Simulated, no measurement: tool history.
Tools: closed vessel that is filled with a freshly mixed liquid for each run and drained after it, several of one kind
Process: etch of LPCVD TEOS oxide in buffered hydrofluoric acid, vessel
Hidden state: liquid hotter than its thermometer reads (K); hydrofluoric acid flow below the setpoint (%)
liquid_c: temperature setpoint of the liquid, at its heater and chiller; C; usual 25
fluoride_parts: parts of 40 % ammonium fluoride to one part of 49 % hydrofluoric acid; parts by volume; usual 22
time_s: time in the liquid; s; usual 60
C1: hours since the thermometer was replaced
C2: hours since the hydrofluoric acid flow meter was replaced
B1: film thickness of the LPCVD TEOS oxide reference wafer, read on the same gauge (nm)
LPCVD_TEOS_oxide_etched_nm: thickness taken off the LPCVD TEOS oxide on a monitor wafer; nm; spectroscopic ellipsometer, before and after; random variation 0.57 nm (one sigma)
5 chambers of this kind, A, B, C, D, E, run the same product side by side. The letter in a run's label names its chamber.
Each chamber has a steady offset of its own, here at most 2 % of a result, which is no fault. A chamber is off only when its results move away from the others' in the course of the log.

{"run": "1D", "hour": 5.2, "liquid_c": 25, "fluoride_parts": 22, "time_s": 60, "C1": 290.7, "C2": 1720.7, "B1": 110.04, "LPCVD_TEOS_oxide_etched_nm": 163.51}
{"run": "2C", "hour": 10.1, "liquid_c": 25, "fluoride_parts": 22, "time_s": 60, "C1": 1083.8, "C2": 548.4, "B1": 109.98, "LPCVD_TEOS_oxide_etched_nm": 161.94}
{"run": "3B", "hour": 16.9, "liquid_c": 25, "fluoride_parts": 22, "time_s": 60, "C1": 1651.9, "C2": 869.7, "B1": 110.02, "LPCVD_TEOS_oxide_etched_nm": 160.43}
{"run": "4E", "hour": 21.7, "liquid_c": 25, "fluoride_parts": 22, "time_s": 60, "C1": 1185.9, "C2": 639.1, "B1": 109.99, "LPCVD_TEOS_oxide_etched_nm": 161.44}
{"run": "5A", "hour": 26.5, "liquid_c": 25, "fluoride_parts": 22, "time_s": 60, "C1": 1960.9, "C2": 339.8, "B1": 109.97, "LPCVD_TEOS_oxide_etched_nm": 160.74}
{"run": "6B", "hour": 30.9, "liquid_c": 25, "fluoride_parts": 22, "time_s": 60, "C1": 1665.9, "C2": 883.7, "B1": 110.02, "LPCVD_TEOS_oxide_etched_nm": 160.01}
{"run": "7A", "hour": 38.0, "liquid_c": 25, "fluoride_parts": 22, "time_s": 60, "C1": 1972.4, "C2": 351.3, "B1": 110.03, "LPCVD_TEOS_oxide_etched_nm": 158.93}
{"run": "8D", "hour": 41.4, "liquid_c": 25, "fluoride_parts": 22, "time_s": 60, "C1": 326.9, "C2": 1756.9, "B1": 110.06, "LPCVD_TEOS_oxide_etched_nm": 163}
{"run": "9C", "hour": 47.0, "liquid_c": 25, "fluoride_parts": 22, "time_s": 60, "C1": 1120.7, "C2": 585.3, "B1": 110.03, "LPCVD_TEOS_oxide_etched_nm": 162.76}
{"run": "10E", "hour": 53.5, "liquid_c": 25, "fluoride_parts": 22, "time_s": 60, "C1": 1217.7, "C2": 670.9, "B1": 109.95, "LPCVD_TEOS_oxide_etched_nm": 162.37}
{"run": "11B", "hour": 59.0, "liquid_c": 25, "fluoride_parts": 22, "time_s": 60, "C1": 1694, "C2": 911.8, "B1": 110, "LPCVD_TEOS_oxide_etched_nm": 160.81}
{"hour": 60.1, "done": "chamber A: thermometer replaced"}
{"run": "12A", "hour": 65.7, "liquid_c": 25, "fluoride_parts": 22, "time_s": 60, "C1": 5.6, "C2": 379, "B1": 109.96, "LPCVD_TEOS_oxide_etched_nm": 161.01}
{"run": "13C", "hour": 69.5, "liquid_c": 25, "fluoride_parts": 22, "time_s": 60, "C1": 1143.2, "C2": 607.8, "B1": 109.96, "LPCVD_TEOS_oxide_etched_nm": 161.19}
{"run": "14E", "hour": 74.1, "liquid_c": 28.5, "fluoride_parts": 22, "time_s": 70, "C1": 1238.3, "C2": 691.5, "B1": 110.07, "LPCVD_TEOS_oxide_etched_nm": 228.09}
{"run": "15D", "hour": 81.1, "liquid_c": 28.5, "fluoride_parts": 22, "time_s": 70, "C1": 366.6, "C2": 1796.6, "B1": 110.05, "LPCVD_TEOS_oxide_etched_nm": 231.02}
{"run": "16B", "hour": 85.7, "liquid_c": 28.5, "fluoride_parts": 22, "time_s": 70, "C1": 1720.7, "C2": 938.5, "B1": 110.03, "LPCVD_TEOS_oxide_etched_nm": 226.59}
{"run": "17A", "hour": 91.4, "liquid_c": 28.5, "fluoride_parts": 22, "time_s": 70, "C1": 31.3, "C2": 404.7, "B1": 110.01, "LPCVD_TEOS_oxide_etched_nm": 227.58}
{"run": "18C", "hour": 96.3, "liquid_c": 28.5, "fluoride_parts": 22, "time_s": 70, "C1": 1170, "C2": 634.6, "B1": 109.98, "LPCVD_TEOS_oxide_etched_nm": 229.37}
{"run": "19D", "hour": 100.6, "liquid_c": 25, "fluoride_parts": 22, "time_s": 60, "C1": 386.1, "C2": 1816.1, "B1": 110.04, "LPCVD_TEOS_oxide_etched_nm": 163.74}
{"run": "20E", "hour": 105.1, "liquid_c": 22, "fluoride_parts": 17.5, "time_s": 60, "C1": 1269.3, "C2": 722.5, "B1": 109.96, "LPCVD_TEOS_oxide_etched_nm": 168.88}
{"run": "21B", "hour": 111.6, "liquid_c": 22, "fluoride_parts": 17.5, "time_s": 60, "C1": 1746.6, "C2": 964.4, "B1": 109.98, "LPCVD_TEOS_oxide_etched_nm": 166.67}
{"run": "22D", "hour": 115.5, "liquid_c": 22, "fluoride_parts": 17.5, "time_s": 60, "C1": 401, "C2": 1831, "B1": 110, "LPCVD_TEOS_oxide_etched_nm": 168.14}
{"run": "23E", "hour": 119.2, "liquid_c": 22, "fluoride_parts": 17.5, "time_s": 60, "C1": 1283.4, "C2": 736.6, "B1": 110.01, "LPCVD_TEOS_oxide_etched_nm": 168.06}
{"run": "24A", "hour": 126.0, "liquid_c": 22, "fluoride_parts": 17.5, "time_s": 60, "C1": 65.9, "C2": 439.3, "B1": 110.03, "LPCVD_TEOS_oxide_etched_nm": 165.15}
{"run": "25C", "hour": 133.1, "liquid_c": 27, "fluoride_parts": 22, "time_s": 60, "C1": 1206.8, "C2": 671.4, "B1": 110, "LPCVD_TEOS_oxide_etched_nm": 181.07}
{"run": "26B", "hour": 136.8, "liquid_c": 27, "fluoride_parts": 22, "time_s": 60, "C1": 1771.8, "C2": 989.6, "B1": 109.99, "LPCVD_TEOS_oxide_etched_nm": 179.45}
{"run": "27E", "hour": 140.8, "liquid_c": 27, "fluoride_parts": 22, "time_s": 60, "C1": 1305, "C2": 758.2, "B1": 110, "LPCVD_TEOS_oxide_etched_nm": 181.25}
{"run": "28C", "hour": 144.4, "liquid_c": 27, "fluoride_parts": 22, "time_s": 60, "C1": 1218.1, "C2": 682.7, "B1": 110.02, "LPCVD_TEOS_oxide_etched_nm": 180.26}
{"run": "29A", "hour": 148.1, "liquid_c": 27, "fluoride_parts": 22, "time_s": 60, "C1": 88, "C2": 461.4, "B1": 109.98, "LPCVD_TEOS_oxide_etched_nm": 178.1}
{"run": "30D", "hour": 154.1, "liquid_c": 25, "fluoride_parts": 30, "time_s": 80, "C1": 439.6, "C2": 1869.6, "B1": 110.03, "LPCVD_TEOS_oxide_etched_nm": 176.06}
{"run": "31C", "hour": 158.0, "liquid_c": 25, "fluoride_parts": 30, "time_s": 80, "C1": 1231.7, "C2": 696.3, "B1": 109.98, "LPCVD_TEOS_oxide_etched_nm": 175.51}
{"run": "32D", "hour": 161.9, "liquid_c": 25, "fluoride_parts": 30, "time_s": 80, "C1": 447.4, "C2": 1877.4, "B1": 109.94, "LPCVD_TEOS_oxide_etched_nm": 176.91}
{"run": "33E", "hour": 165.2, "liquid_c": 25, "fluoride_parts": 30, "time_s": 80, "C1": 1329.4, "C2": 782.6, "B1": 110.01, "LPCVD_TEOS_oxide_etched_nm": 173.93}
{"run": "34A", "hour": 169.4, "liquid_c": 25, "fluoride_parts": 30, "time_s": 80, "C1": 109.3, "C2": 482.7, "B1": 109.99, "LPCVD_TEOS_oxide_etched_nm": 172.57}
{"run": "35B", "hour": 172.9, "liquid_c": 25, "fluoride_parts": 22, "time_s": 60, "C1": 1807.9, "C2": 1025.7, "B1": 110.02, "LPCVD_TEOS_oxide_etched_nm": 160.51}
{"run": "36A", "hour": 176.8, "liquid_c": 25, "fluoride_parts": 28.5, "time_s": 40, "C1": 116.7, "C2": 490.1, "B1": 109.97, "LPCVD_TEOS_oxide_etched_nm": 89.138}

All 5 chambers run these settings next. Forecast each chamber's results:
{"run": "37A", "hour": 181.9, "liquid_c": 25, "fluoride_parts": 14.5, "time_s": 60, "LPCVD_TEOS_oxide_etched_nm": "?"}
{"run": "37B", "hour": 181.9, "liquid_c": 25, "fluoride_parts": 14.5, "time_s": 60, "LPCVD_TEOS_oxide_etched_nm": "?"}
{"run": "37C", "hour": 181.9, "liquid_c": 25, "fluoride_parts": 14.5, "time_s": 60, "LPCVD_TEOS_oxide_etched_nm": "?"}
{"run": "37D", "hour": 181.9, "liquid_c": 25, "fluoride_parts": 14.5, "time_s": 60, "LPCVD_TEOS_oxide_etched_nm": "?"}
{"run": "37E", "hour": 181.9, "liquid_c": 25, "fluoride_parts": 14.5, "time_s": 60, "LPCVD_TEOS_oxide_etched_nm": "?"}

run=37A LPCVD_TEOS_oxide_etched_nm=238.2
run=37B LPCVD_TEOS_oxide_etched_nm=235.47
run=37C LPCVD_TEOS_oxide_etched_nm=236.89
run=37D LPCVD_TEOS_oxide_etched_nm=240.99
run=37E LPCVD_TEOS_oxide_etched_nm=238.68
